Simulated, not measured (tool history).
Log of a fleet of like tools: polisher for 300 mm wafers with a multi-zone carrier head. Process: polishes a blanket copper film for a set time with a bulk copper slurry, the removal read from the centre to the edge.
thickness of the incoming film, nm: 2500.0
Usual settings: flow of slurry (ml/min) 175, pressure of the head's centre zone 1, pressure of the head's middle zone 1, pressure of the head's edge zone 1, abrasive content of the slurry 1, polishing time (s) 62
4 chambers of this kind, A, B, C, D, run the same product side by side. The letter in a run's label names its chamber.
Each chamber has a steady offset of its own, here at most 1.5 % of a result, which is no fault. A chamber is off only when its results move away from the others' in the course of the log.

run   hour  flow of slurry (ml/min)  pressure of the head's centre zone  pressure of the head's middle zone  pressure of the head's edge zone  abrasive content of the slurry  polishing time (s)  wafers polished on this pad  hours since the slurry nozzle was cleaned  hours since the centre zone pressure was calibrated  hours since the edge zone pressure was calibrated  film removed at the wafer's centre (Å)  film removed at mid-radius (Å)  film removed at the wafer's edge (Å)
       4.8  -- chamber C: worn pad replaced by a new one
       9.8  -- chamber B: worn pad replaced by a new one
 1D   11.8                      175                                   1                                   1                                 1                               1                  62                          596                                      140.6                                                142.8                                              890.4                                    2859                          2900.2                                2849.5
      21.7  -- chamber A: worn pad replaced by a new one
 2A   23.3                      175                                   1                                   1                                 1                               1                  62                           22                                      257.3                                                 95.7                                              129.4                                  2900.9                            2895                                2842.7
 3C   30.7                      175                                   1                                   1                                 1                               1                  62                          349                                       81.9                                                491.5                                               65.2                                  2840.6                          2863.8                                2910.9
      39.4  -- chamber A: slurry nozzle cleaned
 4B   43.9                      175                                   1                                   1                                 1                               1                  62                          459                                      290.8                                               1135.1                                              514.7                                  2828.3                          2866.3                                2842.6
 5D   56.2                      175                                0.89                                   1                                 1                               1                  79                         1193                                        185                                                187.2                                              934.8                                  3225.5                          3741.1                                3605.1
 6A   62.6                      175                                0.89                                   1                                 1                               1                  79                          551                                       23.2                                                  135                                              168.7                                  3210.1                          3695.9                                3682.4
      66.8  -- chamber B: worn pad replaced by a new one
      67.3  -- chamber C: worn pad replaced by a new one
 7B   70.2                      175                                0.89                                   1                                 1                               1                  79                           46                                      317.1                                               1161.4                                                541                                  3182.3                          3665.4                                3632.4
        77  -- chamber A: worn pad replaced by a new one
 8C   78.5                      175                                0.89                                   1                                 1                               1                  79                          152                                      129.7                                                539.3                                                113                                  3246.4                          3633.3                                3658.9
 9B   86.8                      175                                   1                                   1                                 1                               1                  62                          269                                      333.7                                                 1178                                              557.6                                  2862.6                          2881.6                                2874.7
      92.6  -- chamber D: worn pad replaced by a new one
10D   94.8                      220                                   1                                0.93                                 1                               1                  62                           30                                      223.6                                                225.8                                              973.4                                  2979.6                          2803.7                                2929.6
11A  101.1                      220                                   1                                0.93                                 1                               1                  62                          325                                       61.7                                                173.5                                              207.2                                  2975.4                          2775.1                                2948.6
12C  108.9                      220                                   1                                0.93                                 1                               1                  62                          561                                      160.1                                                569.7                                              143.4                                  2995.1                          2720.3                                2972.3
13D  115.9                      220                                   1                                0.93                                 1                               1                  62                          314                                      244.7                                                246.9                                              994.5                                  2914.8                          2785.5                                2939.6
14C    122                      175                                   1                                   1                                 1                               1                  62                          737                                      173.2                                                582.8                                              156.5                                  2864.4                          2848.9                                2870.9
15A  129.3                      175                                   1                                   1                                 1                             0.8                  75                          704                                       89.9                                                201.7                                              235.4                                  3257.6                          3322.6                                3296.5
     131.3  -- chamber A: worn pad replaced by a new one
16B  136.5                      175                                   1                                   1                                 1                             0.8                  75                          938                                      383.4                                               1227.7                                              607.3                                  3333.8                          3252.9                                3263.1
       137  -- chamber B: worn pad replaced by a new one
17B  146.1                      175                                   1                                   1                                 1                             0.8                  75                          123                                        393                                               1237.3                                              616.9                                  3210.2                          3292.8                                3236.5
     148.4  -- chamber C: worn pad replaced by a new one
18D  152.4                      175                                   1                                   1                                 1                             0.8                  75                          805                                      281.2                                                283.4                                               1031                                  3303.8                          3351.6                                3266.3
19C  162.5                      175                                   1                                0.93                                 1                               1                  62                          190                                      213.7                                                623.3                                                197                                  2816.4                          2647.1                                  2892
     165.7  -- chamber B: centre zone pressure recalibrated
20A  174.2                      175                                   1                                0.93                                 1                               1                  62                          577                                      134.8                                                246.6                                              280.3                                  2855.3                          2666.7                                2897.3
     179.9  -- chamber C: slurry nozzle cleaned
21D  182.9                      175                                   1                                0.93                                 1                               1                  62                         1216                                      311.7                                                313.9                                             1061.5                                    2833                          2722.2                                2865.6
       186  -- chamber A: worn pad replaced by a new one
22B  189.4                      175                                   1                                0.93                                 1                               1                  62                          706                                      436.3                                                 23.8                                              660.2                                    2702                          2584.7                                2750.5
23C  200.1                      175                                   1                                   1                                 1                               1                  62                          696                                       20.3                                                660.9                                              234.6                                  2906.5                          2828.3                                2874.6
     201.1  -- chamber D: slurry nozzle cleaned
     201.6  -- chamber B: worn pad replaced by a new one
     210.4  -- chamber D: worn pad replaced by a new one
24A  212.3                      175                                   1                                   1                                 1                               1                  62                          353                                      172.9                                                284.7                                              318.4                                  2782.2                          2866.2                                2886.5
25D  220.5                      175                                   1                                   1                                 1                               1                  62                          137                                       19.4                                                351.5                                             1099.1                                  2842.3                          2922.8                                2873.3
26A    228                      175                                   1                                   1                                 1                               1                  62                          565                                      188.6                                                300.4                                              334.1                                  2803.4                          2850.5                                2864.5
     229.8  -- chamber C: worn pad replaced by a new one
27B  240.2                      175                                   1                                   1                                 1                               1                  62                          520                                      487.1                                                 74.6                                                711                                  2628.5                          2643.3                                2671.6
28C  251.3                      120                                   1                                0.92                                 1                               1                  62                          289                                       71.5                                                712.1                                              285.8                                  2603.5                          2435.5                                2732.5

Next, every chamber runs the same settings. What will each give?
29A  261.4                      175                                   1                                   1                                 1                               1                  62                                                                                                                                                                                                                       ?                               ?                                     ?
29B  261.4                      175                                   1                                   1                                 1                               1                  62                                                                                                                                                                                                                       ?                               ?                                     ?
29C  261.4                      175                                   1                                   1                                 1                               1                  62                                                                                                                                                                                                                       ?                               ?                                     ?
29D  261.4                      175                                   1                                   1                                 1                               1                  62                                                                                                                                                                                                                       ?                               ?                                     ?

run  film removed at the wafer's centre (Å)  film removed at mid-radius (Å)  film removed at the wafer's edge (Å)
29A                                  2825.3                          2881.2                                2841.5
29B                                    2540                            2627                                2675.7
29C                                  2842.2                            2851                                2916.9
29D                                    2942                          2889.5                                2866.7
